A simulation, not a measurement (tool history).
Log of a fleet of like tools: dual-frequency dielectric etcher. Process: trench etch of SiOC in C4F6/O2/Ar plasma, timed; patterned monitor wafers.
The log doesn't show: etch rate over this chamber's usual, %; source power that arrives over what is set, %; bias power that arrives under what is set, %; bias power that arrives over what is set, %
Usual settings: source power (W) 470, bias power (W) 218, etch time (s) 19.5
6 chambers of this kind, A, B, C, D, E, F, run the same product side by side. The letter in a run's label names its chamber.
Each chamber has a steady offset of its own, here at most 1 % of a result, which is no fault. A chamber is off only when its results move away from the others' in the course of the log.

run	day	source power (W)	bias power (W)	etch time (s)	hours since the last wet clean	hours since the last source power generator calibration	hours since the last bias power generator calibration	read-back reference wafer on the same gauge, depth_nm	mean etch depth across the wafer (angstrom)
1E	0.183	470	218	19.5	281.7	459.8	924.0	41.002	461.14
2A	0.283	470	218	19.5	149.7	347.4	1517.7	41.013	458.64
3F	0.471	470	218	19.5	188.0	1578.8	1888.2	41.011	463.54
4D	0.604	470	218	19.5	57.9	1622.0	619.9	40.991	459.53
5C	0.717	470	218	19.5	96.4	453.4	2190.1	41.019	458.20
6B	0.883	470	195	19.5	284.2	203.3	923.5	41.008	443.73
7E	1.054	470	195	19.5	302.6	480.7	944.9	40.986	439.00
8A	1.212	470	195	19.5	172.0	369.7	1540.0	40.979	443.74
9D	1.408	470	195	19.5	77.2	1641.3	639.2	41.005	442.16
10B	1.588	470	195	19.5	301.1	220.2	940.4	41.042	443.60
11F	1.696	470	195	19.5	217.4	1608.2	1917.6	40.996	444.17
12C	1.850	470	218	19.5	123.6	480.6	2217.3	40.988	463.45
13A	2.021	470	218	19.5	191.4	389.1	1559.4	41.064	455.59
14B	2.167	470	257	19.5	315.0	234.1	954.3	41.003	484.12
15E	2.379	470	257	19.5	334.4	512.5	976.7	40.971	483.15
16C	2.550	470	257	19.5	140.4	497.4	2234.1	40.965	492.22
17F	2.717	470	257	19.5	241.9	1632.7	1942.1	40.990	485.70
18D	2.825	470	257	19.5	111.2	1675.3	673.2	40.985	485.05
19D	2.996	470	257	19.5	115.3	1679.4	677.3	41.015	482.49
20C	3.150	470	218	19.5	154.8	511.8	2248.5	41.008	466.91
21A	3.325	470	218	19.5	222.7	420.4	1590.7	40.987	458.72
22F	3.546	470	218	19.5	261.8	1652.6	1962.0	41.015	460.05
23B	3.758	470	218	19.5	353.2	272.3	992.5	41.042	456.02
24E	3.988	470	218	19.5	373.0	551.1	1015.3	40.985	455.91
25D	4.096	470	218	19.5	141.7	1705.8	703.7	40.961	459.79
26C	4.271	470	218	19.5	181.7	538.7	2275.4	41.003	470.85
27B	4.379	470	218	19.5	368.1	287.2	1007.4	41.014	459.56
28A	4.479	470	218	19.5	250.4	448.1	1618.4	40.979	457.46
29F	4.579	470	218	19.5	286.6	1677.4	1986.8	40.945	461.40
30E	4.796	470	218	19.5	392.4	570.5	1034.7	41.016	458.37
31B	4.954	470	218	19.5	381.9	301.0	1021.2	40.996	458.16
32D	5.096	410	218	19.5	165.7	1729.8	727.7	41.004	440.70
33E	5.283	410	218	19.5	404.1	582.2	1046.4	41.012	436.56
34F	5.496	410	218	19.5	308.6	1699.4	2008.8	40.968	436.90
35A	5.692	410	218	19.5	279.5	477.2	1647.5	40.988	433.62
36C	5.804	410	218	19.5	218.5	575.5	2312.2	40.992	452.98
37B	6.033	410	218	19.5	407.8	326.9	1047.1	40.961	432.14
38F	6.250	470	218	23.0	326.7	1717.5	2026.9	40.936	542.48
39C	6.417	470	218	23.0	233.2	590.2	2326.9	41.000	560.56
40E	6.600	470	218	23.0	435.7	613.8	1078.0	41.028	538.15
41D	6.821	470	218	23.0	207.1	1771.2	769.1	40.988	543.13
42A	7.000	470	218	23.0	310.9	508.6	1678.9	41.014	540.71

What goes on in this fleet: one chamber off, a drifting gauge, or nothing beyond the chambers' own small offsets? Name the chamber and the cause, if any.

Chamber C drifts away from the others.
Cause: etch rate over this chamber's usual, % = 4.47.

Here are 4 candidates for chamber C's next run, each the usual settings with a change, their results left as question marks. Which one brings its results back in line with what the others give on the usual settings?
In line means no further than this from the other chambers' mean on the usual settings: mean etch depth across the wafer (angstrom) 6.90
43C-1	7.167	530	218	19.5					?
43C-2	7.167	470	218	18.5					?
43C-3	7.167	480	222	21.0					?
43C-4	7.167	460	214	18.0					?

The other chambers' mean on the usual settings: mean etch depth across the wafer (angstrom) 459.23
run	mean etch depth across the wafer (angstrom)
43C-1	505.72
43C-2	457.78
43C-3	527.10
43C-4	438.99
43C-2 brings the chamber back in line.
